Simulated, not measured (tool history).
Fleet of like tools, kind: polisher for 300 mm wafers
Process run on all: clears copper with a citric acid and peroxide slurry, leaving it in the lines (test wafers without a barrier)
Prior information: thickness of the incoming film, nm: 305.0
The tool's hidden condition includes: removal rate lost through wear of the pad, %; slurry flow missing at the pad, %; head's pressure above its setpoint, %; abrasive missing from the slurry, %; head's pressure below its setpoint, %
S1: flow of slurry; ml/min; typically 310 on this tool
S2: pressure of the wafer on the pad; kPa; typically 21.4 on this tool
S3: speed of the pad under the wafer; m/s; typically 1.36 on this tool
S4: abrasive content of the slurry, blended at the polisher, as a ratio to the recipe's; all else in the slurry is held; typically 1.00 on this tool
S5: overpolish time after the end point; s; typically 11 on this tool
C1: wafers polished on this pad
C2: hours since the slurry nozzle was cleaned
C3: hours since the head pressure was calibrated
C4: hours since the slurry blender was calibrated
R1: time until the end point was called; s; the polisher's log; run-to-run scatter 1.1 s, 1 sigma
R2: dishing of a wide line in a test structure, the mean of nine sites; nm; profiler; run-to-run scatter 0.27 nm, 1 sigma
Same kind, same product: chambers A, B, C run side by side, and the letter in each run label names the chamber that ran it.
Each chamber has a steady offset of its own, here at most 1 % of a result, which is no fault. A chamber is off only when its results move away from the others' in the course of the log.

run,hour,S1,S2,S3,S4,S5,C1,C2,C3,C4,R1,R2
1A,8.3,310,21.4,1.36,1.00,11,208,69.6,377.5,32.1,99.361,17.918
# hour 8.5: chamber B: worn pad replaced by a new one
# hour 13.4: chamber B: slurry nozzle cleaned
# hour 14.5: chamber B: slurry blender recalibrated
2B,16.8,310,21.4,1.36,1.00,11,65,3.4,639.7,2.4,99.947,19.208
3C,24.8,310,21.4,1.36,1.00,11,363,124.9,290.2,264.1,101.000,18.876
4B,32.8,310,21.4,1.36,1.00,11,192,19.4,655.7,18.4,99.978,19.163
5C,42.4,310,21.4,1.36,1.00,11,502,142.5,307.8,281.7,99.978,18.771
# hour 42.8: chamber C: slurry blender recalibrated
6A,51.5,310,21.4,1.36,1.00,11,551,112.8,420.7,75.3,99.645,18.448
7C,60.0,310,21.4,1.36,1.00,11,642,160.1,325.4,17.2,99.254,18.146
8B,66.3,310,21.4,1.36,1.00,11,458,52.9,689.2,51.9,99.962,18.668
# hour 67.5: chamber A: worn pad replaced by a new one
# hour 70.0: chamber C: worn pad replaced by a new one
9A,75.6,310,21.4,1.36,1.00,11,64,136.9,444.8,99.4,101.280,18.707
10A,81.9,310,21.4,1.36,1.00,11,114,143.2,451.1,105.7,100.580,18.963
11C,92.8,310,21.4,1.36,1.00,11,181,192.9,358.2,50.0,99.995,18.489
12B,100.2,310,21.4,1.36,1.00,11,727,86.8,723.1,85.8,98.528,19.129
13A,110.1,310,21.4,1.36,1.00,11,338,171.4,479.3,133.9,98.268,19.428
14C,118.8,310,21.4,1.36,1.00,11,387,218.9,384.2,76.0,97.898,18.865
15B,125.9,310,21.4,1.36,1.00,11,931,112.5,748.8,111.5,98.705,18.830
16B,134.7,310,21.4,1.36,1.00,11,1001,121.3,757.6,120.3,99.666,18.458
17C,141.4,310,21.4,1.36,1.00,11,567,241.5,406.8,98.6,98.623,18.591
18A,148.6,310,21.4,1.36,1.00,11,643,209.9,517.8,172.4,99.963,18.290
# hour 148.9: chamber A: worn pad replaced by a new one
# hour 150.5: chamber B: worn pad replaced by a new one
# hour 150.7: chamber A: slurry blender recalibrated
# hour 154.8: chamber C: worn pad replaced by a new one
19B,158.9,310,21.4,1.36,1.00,11,67,145.5,781.8,144.5,97.794,19.170
20A,166.2,310,21.4,1.36,1.00,11,137,227.5,535.4,15.5,100.590,18.713
21C,174.5,310,21.4,1.36,1.00,11,156,274.6,439.9,131.7,99.230,18.705
22B,186.5,310,21.4,1.36,1.00,11,286,173.1,809.4,172.1,97.031,19.699
23A,197.0,310,21.4,1.36,1.00,11,381,258.3,566.2,46.3,100.370,18.480
# hour 200.0: chamber A: slurry nozzle cleaned
24C,209.6,310,21.4,1.36,1.00,11,435,309.7,475.0,166.8,100.790,18.978
25C,222.4,310,16.5,1.36,1.15,11,536,322.5,487.8,179.6,122.980,15.609
# hour 232.1: chamber B: slurry blender recalibrated
26B,234.7,310,16.5,1.36,1.15,11,668,221.3,857.6,2.6,115.650,17.047
# hour 239.4: chamber A: worn pad replaced by a new one
# hour 241.0: chamber C: worn pad replaced by a new one
27A,245.8,310,16.5,1.36,1.15,11,51,45.9,615.0,95.1,125.080,15.990
# hour 247.7: chamber C: slurry nozzle cleaned
# hour 248.2: chamber B: slurry nozzle cleaned
28A,259.0,310,21.4,1.36,1.00,11,155,59.1,628.2,108.3,99.001,19.209
29B,268.3,310,21.4,1.36,1.00,11,935,20.2,891.2,36.2,94.450,19.473
30C,274.2,310,21.4,1.36,1.00,11,263,26.5,539.6,231.4,99.735,18.650
31A,281.0,310,21.4,1.36,1.00,11,330,81.1,650.2,130.3,98.969,18.746
32B,290.3,310,21.4,1.36,1.00,11,1109,42.2,913.2,58.2,90.909,19.538
33C,302.8,310,21.4,1.36,1.00,11,490,55.1,568.2,260.0,99.492,19.125
# hour 307.0: chamber C: slurry blender recalibrated
# hour 313.1: chamber C: worn pad replaced by a new one
34B,313.3,310,21.4,1.36,1.00,11,1292,65.2,936.2,81.2,93.445,19.520
# hour 317.4: chamber A: worn pad replaced by a new one
# hour 319.9: chamber A: slurry blender recalibrated
35C,320.6,310,21.4,1.36,1.00,11,59,72.9,586.0,13.7,100.520,18.911
36A,328.5,310,26.9,1.62,1.00,11,88,128.6,697.7,8.6,67.581,23.846
# hour 330.2: chamber B: worn pad replaced by a new one
37C,338.1,310,26.9,1.62,1.00,11,198,90.4,603.5,31.2,66.763,24.423
38A,345.5,310,26.9,1.62,1.00,11,223,145.6,714.7,25.6,67.700,23.917
39B,356.0,310,21.4,1.36,1.00,11,204,107.9,978.9,123.9,91.919,19.806
# hour 363.3: chamber C: head pressure recalibrated
40B,364.8,310,21.4,1.04,1.15,11,274,116.7,987.7,132.7,116.160,17.004
41C,375.7,310,21.4,1.04,1.15,11,496,128.0,12.4,68.8,123.780,16.267
42A,388.5,310,21.4,1.04,1.15,11,564,188.6,757.7,68.6,127.210,15.957
# hour 399.2: chamber A: worn pad replaced by a new one
43A,400.7,310,21.4,1.36,1.00,11,12,200.8,769.9,80.8,100.260,18.388

Which is it: a chamber that has drifted or been left off by a service, a gauge drift common to all chambers, or only each chamber's usual small offset? If a chamber is off, name it and its likeliest cause.

It is chamber B that slowly wanders off from its peers.
What lies behind it: head's pressure above its setpoint, % = 11.8.

Here are 4 candidates for chamber B's next run, each the usual settings with a change, their results left as question marks. Which one brings its results back in line with what the others give on the usual settings?
A result is in line if it is within this distance of the other chambers' mean on the usual settings: R1 3.900 s; R2 0.960 nm
44B-1,410.2,310,20.0,1.30,1.00,11,,,,,?,?
44B-2,410.2,310,22.8,1.42,1.00,11,,,,,?,?
44B-3,410.2,310,21.4,1.38,1.00,11,,,,,?,?
44B-4,410.2,310,21.4,1.34,1.00,11,,,,,?,?

What the other chambers average on the usual settings: R1 99.597 s; R2 18.698 nm
run,R1,R2
44B-1,100.960,18.454
44B-2,81.565,21.246
44B-3,89.176,20.055
44B-4,91.830,19.684
44B-1 puts the chamber back in line with the other chambers.

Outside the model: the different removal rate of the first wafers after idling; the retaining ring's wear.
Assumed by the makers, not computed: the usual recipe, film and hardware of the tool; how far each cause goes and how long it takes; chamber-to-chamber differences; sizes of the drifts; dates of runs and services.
